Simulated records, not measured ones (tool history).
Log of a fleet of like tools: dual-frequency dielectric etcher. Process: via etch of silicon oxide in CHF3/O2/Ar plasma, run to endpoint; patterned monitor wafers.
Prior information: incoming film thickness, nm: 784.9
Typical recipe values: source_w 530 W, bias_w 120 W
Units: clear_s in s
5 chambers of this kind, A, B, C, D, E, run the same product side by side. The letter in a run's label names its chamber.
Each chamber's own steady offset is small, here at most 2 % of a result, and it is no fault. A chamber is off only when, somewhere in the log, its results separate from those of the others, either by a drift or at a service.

At hour 3.5: chamber A: source power generator calibrated.
Run 1E, hour 8.1: usual settings. Result: clear_s 469.57 s.
Run 2D, hour 21.9: usual settings. Result: clear_s 488.05 s.
Run 3C, hour 31.8: usual settings. Result: clear_s 471.78 s.
Run 4A, hour 41.6: usual settings. Result: clear_s 474 s.
Run 5B, hour 57.4: usual settings but source_w 630 W, bias_w 93 W. Result: clear_s 472.32 s.
Run 6C, hour 66.6: usual settings but source_w 630 W, bias_w 93 W. Result: clear_s 482.04 s.
Run 7D, hour 76.4: usual settings but source_w 630 W, bias_w 93 W. Result: clear_s 488.57 s.
Run 8E, hour 89.4: usual settings but source_w 630 W, bias_w 93 W. Result: clear_s 474.28 s.
At hour 89.8: chamber C: wet clean of the chamber.
Run 9B, hour 101.6: usual settings but source_w 630 W, bias_w 93 W. Result: clear_s 474.95 s.
Run 10A, hour 113.2: usual settings. Result: clear_s 476.53 s.
Run 11B, hour 123.5: usual settings. Result: clear_s 475.44 s.
Run 12A, hour 138.4: usual settings but source_w 580 W. Result: clear_s 460.67 s.
Run 13C, hour 149.3: usual settings but source_w 580 W. Result: clear_s 463.83 s.
Run 14D, hour 157.2: usual settings but source_w 580 W. Result: clear_s 463.66 s.
Run 15E, hour 169.6: usual settings but source_w 580 W. Result: clear_s 453.53 s.
Run 16D, hour 184.1: usual settings but source_w 580 W. Result: clear_s 466.61 s.
Run 17B, hour 194.5: usual settings. Result: clear_s 474.98 s.
Run 18C, hour 202.1: usual settings. Result: clear_s 477.52 s.
Run 19A, hour 209.3: usual settings. Result: clear_s 475.7 s.
Run 20E, hour 216.3: usual settings. Result: clear_s 469.21 s.
Run 21D, hour 228.2: usual settings. Result: clear_s 486.96 s.
Run 22E, hour 240: usual settings but source_w 580 W, bias_w 142 W. Result: clear_s 432.8 s.
Run 23B, hour 251.6: usual settings but source_w 580 W, bias_w 142 W. Result: clear_s 431.34 s.
At hour 260: chamber C: source power generator calibrated.
Run 24A, hour 260.8: usual settings but source_w 580 W, bias_w 142 W. Result: clear_s 436.15 s.
Run 25C, hour 273.5: usual settings but source_w 580 W, bias_w 142 W. Result: clear_s 433.3 s.
Run 26B, hour 283.9: usual settings but source_w 580 W, bias_w 142 W. Result: clear_s 434.13 s.
Run 27E, hour 291.7: usual settings. Result: clear_s 467.34 s.
Run 28A, hour 301.7: usual settings but source_w 610 W, bias_w 104 W. Result: clear_s 465.97 s.
At hour 309.8: chamber D: wet clean of the chamber.
Run 29D, hour 313.4: usual settings but source_w 610 W, bias_w 104 W. Result: clear_s 475.04 s.
At hour 324.8: chamber E: wet clean of the chamber.
Run 30C, hour 327.1: usual settings but source_w 610 W, bias_w 104 W. Result: clear_s 472.08 s.
Run 31B, hour 334.3: usual settings but source_w 610 W, bias_w 104 W. Result: clear_s 466.99 s.
At hour 345.8: chamber B: wet clean of the chamber.
Run 32C, hour 347.5: usual settings but source_w 610 W, bias_w 104 W. Result: clear_s 475.21 s.
Run 33E, hour 356.7: usual settings. Result: clear_s 474.27 s.
Run 34D, hour 364.8: usual settings. Result: clear_s 485.34 s.
Run 35A, hour 376.8: usual settings. Result: clear_s 476.11 s.
Run 36C, hour 391.4: usual settings. Result: clear_s 481.04 s.
Run 37D, hour 406.3: usual settings. Result: clear_s 482.59 s.
Run 38E, hour 413.1: usual settings. Result: clear_s 470.92 s.
Run 39A, hour 420.7: usual settings. Result: clear_s 473.44 s.
Run 40B, hour 429.9: usual settings. Result: clear_s 472.29 s.
Run 41B, hour 437.7: usual settings. Result: clear_s 468.34 s.
Run 42A, hour 448.1: usual settings. Result: clear_s 478.32 s.
Run 43E, hour 459.2: usual settings but source_w 480 W, bias_w 142 W. Result: clear_s 462 s.
Run 44C, hour 467.1: usual settings but source_w 480 W, bias_w 142 W. Result: clear_s 472.69 s.

What goes on in this fleet: one chamber off, a drifting gauge, or nothing beyond the chambers' own small offsets? Name the chamber and the cause, if any.

Nothing is wrong: each chamber keeps only its own small, steady offset and the gauge holds still.
